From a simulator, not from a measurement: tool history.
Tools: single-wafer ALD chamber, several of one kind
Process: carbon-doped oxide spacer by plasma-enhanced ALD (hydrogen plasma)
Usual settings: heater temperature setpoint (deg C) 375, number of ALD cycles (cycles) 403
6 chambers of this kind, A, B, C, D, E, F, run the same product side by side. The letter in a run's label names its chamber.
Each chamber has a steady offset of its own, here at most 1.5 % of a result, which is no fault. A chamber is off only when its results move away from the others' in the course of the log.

| run | day | heater temperature setpoint (deg C) | number of ALD cycles (cycles) | read-back reference wafer on the same gauge, thickness_nm | mean film thickness on the monitor wafer (nm) |
|---|---|---|---|---|---|
| 1F | 0.496 | 375 | 403 | 19.294 | 20.263 |
| 2C | 0.954 | 375 | 403 | 19.298 | 19.825 |
| 3E | 1.325 | 375 | 403 | 19.3 | 20.117 |
| 4B | 1.704 | 375 | 403 | 19.3 | 20.096 |
| 5A | 2.154 | 375 | 403 | 19.306 | 20.102 |
| 6D | 2.412 | 375 | 403 | 19.303 | 20.052 |
| 7B | 2.8 | 375 | 403 | 19.301 | 20.16 |
| 8E | 3.038 | 375 | 403 | 19.292 | 20.238 |
| 9F | 3.579 | 366 | 342 | 19.292 | 17.218 |
| 10A | 3.925 | 366 | 342 | 19.301 | 17.094 |
| 11D | 4.175 | 366 | 342 | 19.291 | 17.037 |
| 12C | 4.571 | 366 | 342 | 19.301 | 16.887 |
| 13B | 5.062 | 366 | 342 | 19.315 | 17.14 |
| 14E | 5.554 | 366 | 342 | 19.296 | 17.171 |
| 15C | 5.862 | 375 | 403 | 19.285 | 19.883 |
| 16F | 6.225 | 375 | 403 | 19.303 | 20.253 |
| 17D | 6.679 | 375 | 403 | 19.303 | 20.051 |
| 18A | 7.138 | 375 | 403 | 19.304 | 20.032 |
| 19D | 7.675 | 375 | 403 | 19.297 | 20.11 |
| 20C | 8.125 | 375 | 348 | 19.291 | 17.205 |
| 21A | 8.633 | 375 | 348 | 19.308 | 17.381 |
| 22E | 9.054 | 375 | 348 | 19.303 | 17.396 |
| 23B | 9.35 | 375 | 348 | 19.283 | 17.326 |
| 24F | 9.862 | 375 | 348 | 19.301 | 17.431 |
| 25B | 10.275 | 375 | 348 | 19.306 | 17.366 |
| 26A | 10.55 | 375 | 403 | 19.303 | 20.137 |
| 27D | 11.092 | 375 | 403 | 19.305 | 20.109 |
| 28E | 11.567 | 375 | 403 | 19.314 | 20.18 |
| 29C | 11.804 | 375 | 403 | 19.306 | 19.814 |
| 30F | 12.192 | 375 | 403 | 19.302 | 20.15 |
| 31B | 12.512 | 375 | 403 | 19.307 | 20.116 |
| 32F | 12.9 | 375 | 403 | 19.301 | 20.137 |
| 33E | 13.362 | 375 | 403 | 19.3 | 20.233 |
| 34D | 13.65 | 375 | 403 | 19.3 | 20.07 |
| 35C | 14 | 375 | 403 | 19.301 | 19.844 |
| 36A | 14.25 | 375 | 403 | 19.303 | 20.074 |
| 37F | 14.604 | 375 | 403 | 19.297 | 20.302 |
| 38E | 15.075 | 367 | 481 | 19.3 | 24.119 |

All 6 chambers run these settings next. Forecast each chamber's results:
| 39A | 15.471 | 375 | 403 |  | ? |
| 39B | 15.471 | 375 | 403 |  | ? |
| 39C | 15.471 | 375 | 403 |  | ? |
| 39D | 15.471 | 375 | 403 |  | ? |
| 39E | 15.471 | 375 | 403 |  | ? |
| 39F | 15.471 | 375 | 403 |  | ? |

| run | mean film thickness on the monitor wafer (nm) |
|---|---|
| 39A | 20.105 |
| 39B | 20.216 |
| 39C | 19.93 |
| 39D | 20.135 |
| 39E | 20.179 |
| 39F | 20.253 |
